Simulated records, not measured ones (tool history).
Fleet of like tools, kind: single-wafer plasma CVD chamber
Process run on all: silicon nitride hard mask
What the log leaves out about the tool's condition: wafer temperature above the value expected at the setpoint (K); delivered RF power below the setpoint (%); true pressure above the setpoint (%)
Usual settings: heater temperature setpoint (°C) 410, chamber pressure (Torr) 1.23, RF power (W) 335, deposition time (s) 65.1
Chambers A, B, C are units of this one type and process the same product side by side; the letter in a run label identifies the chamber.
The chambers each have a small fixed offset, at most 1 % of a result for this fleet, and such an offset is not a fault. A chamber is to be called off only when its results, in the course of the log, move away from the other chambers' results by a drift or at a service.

run,hour,heater temperature setpoint (°C),chamber pressure (Torr),RF power (W),deposition time (s),hours since the last thermocouple change,hours since the last RF generator calibration,hours since the last manometer calibration,"read-back reference wafer on the same gauge, thickness_nm",mean film thickness on the monitor wafer (angstrom)
1A,15.2,410,1.23,335,65.1,655.5,696.5,2403.3,84.302,741.80
2B,26.0,410,1.23,335,65.1,1521.3,1596.4,733.7,84.325,731.92
3C,42.2,410,1.23,335,65.1,380.5,1578.0,399.6,84.288,730.76
4B,51.1,410,1.23,335,65.1,1546.4,1621.5,758.8,84.284,736.17
5A,59.3,410,1.23,335,65.1,699.6,740.6,2447.4,84.260,744.11
6C,73.0,410,1.23,335,65.1,411.3,1608.8,430.4,84.261,735.44
7C,84.3,410,1.23,335,65.1,422.6,1620.1,441.7,84.237,733.01
8B,92.6,410,1.23,335,65.1,1587.9,1663.0,800.3,84.167,733.67
9A,103.4,410,1.23,335,65.1,743.7,784.7,2491.5,84.373,740.65
10C,115.3,410,1.23,335,65.1,453.6,1651.1,472.7,84.179,732.80
11A,127.4,410,1.23,335,65.1,767.7,808.7,2515.5,84.300,734.97
12B,139.3,410,1.23,335,65.1,1634.6,1709.7,847.0,84.363,737.27
13A,146.7,410,1.23,335,65.1,787.0,828.0,2534.8,84.283,734.07
14C,158.1,410,1.23,335,65.1,496.4,1693.9,515.5,84.253,739.36
15B,169.7,410,1.23,335,65.1,1665.0,1740.1,877.4,84.341,734.07
16B,178.9,410,1.23,335,65.1,1674.2,1749.3,886.6,84.316,738.04
# hour 184.6: chamber A: capacitance manometer re-zeroed and calibrated
17A,189.6,410,1.50,335,75.1,829.9,870.9,5.0,84.252,901.18
18C,199.8,410,1.50,335,75.1,538.1,1735.6,557.2,84.387,901.65
19C,207.4,410,1.50,335,75.1,545.7,1743.2,564.8,84.297,903.88
20B,219.5,410,1.23,335,65.1,1714.8,1789.9,927.2,84.258,732.37
21A,230.4,410,1.23,335,65.1,870.7,911.7,45.8,84.313,730.05
22C,241.2,410,1.23,335,65.1,579.5,1777.0,598.6,84.297,738.80
23B,251.3,410,1.23,335,65.1,1746.6,1821.7,959.0,84.315,729.05
24A,266.3,410,1.23,335,65.1,906.6,947.6,81.7,84.377,727.50
# hour 278.2: chamber C: RF generator calibrated
25C,281.7,410,1.23,335,65.1,620.0,3.5,639.1,84.352,735.65
26A,296.5,410,1.23,335,65.1,936.8,977.8,111.9,84.346,729.30
27B,306.3,410,1.23,335,65.1,1801.6,1876.7,1014.0,84.269,730.23
28B,320.0,410,1.23,335,65.1,1815.3,1890.4,1027.7,84.256,739.46
29A,336.3,418,1.23,335,76.8,976.6,1017.6,151.7,84.285,851.25
30C,352.5,418,1.23,335,76.8,690.8,74.3,709.9,84.352,870.63
31B,368.1,418,1.23,335,76.8,1863.4,1938.5,1075.8,84.261,863.50
32C,382.9,410,1.23,335,65.1,721.2,104.7,740.3,84.344,739.04
33A,390.1,410,1.23,335,65.1,1030.4,1071.4,205.5,84.369,719.04
34C,404.6,410,1.23,335,65.1,742.9,126.4,762.0,84.340,738.72
35B,419.3,410,1.23,335,65.1,1914.6,1989.7,1127.0,84.336,738.01
36A,433.8,410,1.13,395,65.1,1074.1,1115.1,249.2,84.259,772.78
37C,445.3,410,1.13,395,65.1,783.6,167.1,802.7,84.256,795.50
38B,457.7,410,1.13,395,65.1,1953.0,2028.1,1165.4,84.271,785.85
39A,467.5,410,1.23,335,65.1,1107.8,1148.8,282.9,84.301,713.69
# hour 476.1: chamber B: thermocouple changed; heater temperature recalibrated
40A,483.7,410,1.23,335,65.1,1124.0,1165.0,299.1,84.306,707.85
41B,497.3,410,1.23,335,65.1,21.3,2067.7,1205.0,84.289,731.81

One chamber off, gauge drift, or nothing amiss beyond the chambers' own small offsets? If it is a chamber, which one, and what is the likeliest cause?

Little by little, chamber A moves away from the other chambers.
What lies behind it: delivered RF power below the setpoint (%) = 6.23.

Below are 4 candidate recipes for chamber A's next run, each the usual settings with a change, their results shown as question marks. Which of them brings A's results back in line with what the other chambers give on the usual settings?
In line means no further than this from the other chambers' mean on the usual settings: mean film thickness on the monitor wafer (angstrom) 11.00
42A-1,509.0,410,1.23,335,69.3,,,,,?
42A-2,509.0,410,1.23,320,65.1,,,,,?
42A-3,509.0,410,1.20,325,62.4,,,,,?
42A-4,509.0,410,1.25,335,67.0,,,,,?

Usual-settings mean across the other chambers: mean film thickness on the monitor wafer (angstrom) 735.56
run,mean film thickness on the monitor wafer (angstrom)
42A-1,756.67
42A-2,690.00
42A-3,662.93
42A-4,735.33
The answer is 42A-4, which returns the chamber to within the allowed miss of the others.

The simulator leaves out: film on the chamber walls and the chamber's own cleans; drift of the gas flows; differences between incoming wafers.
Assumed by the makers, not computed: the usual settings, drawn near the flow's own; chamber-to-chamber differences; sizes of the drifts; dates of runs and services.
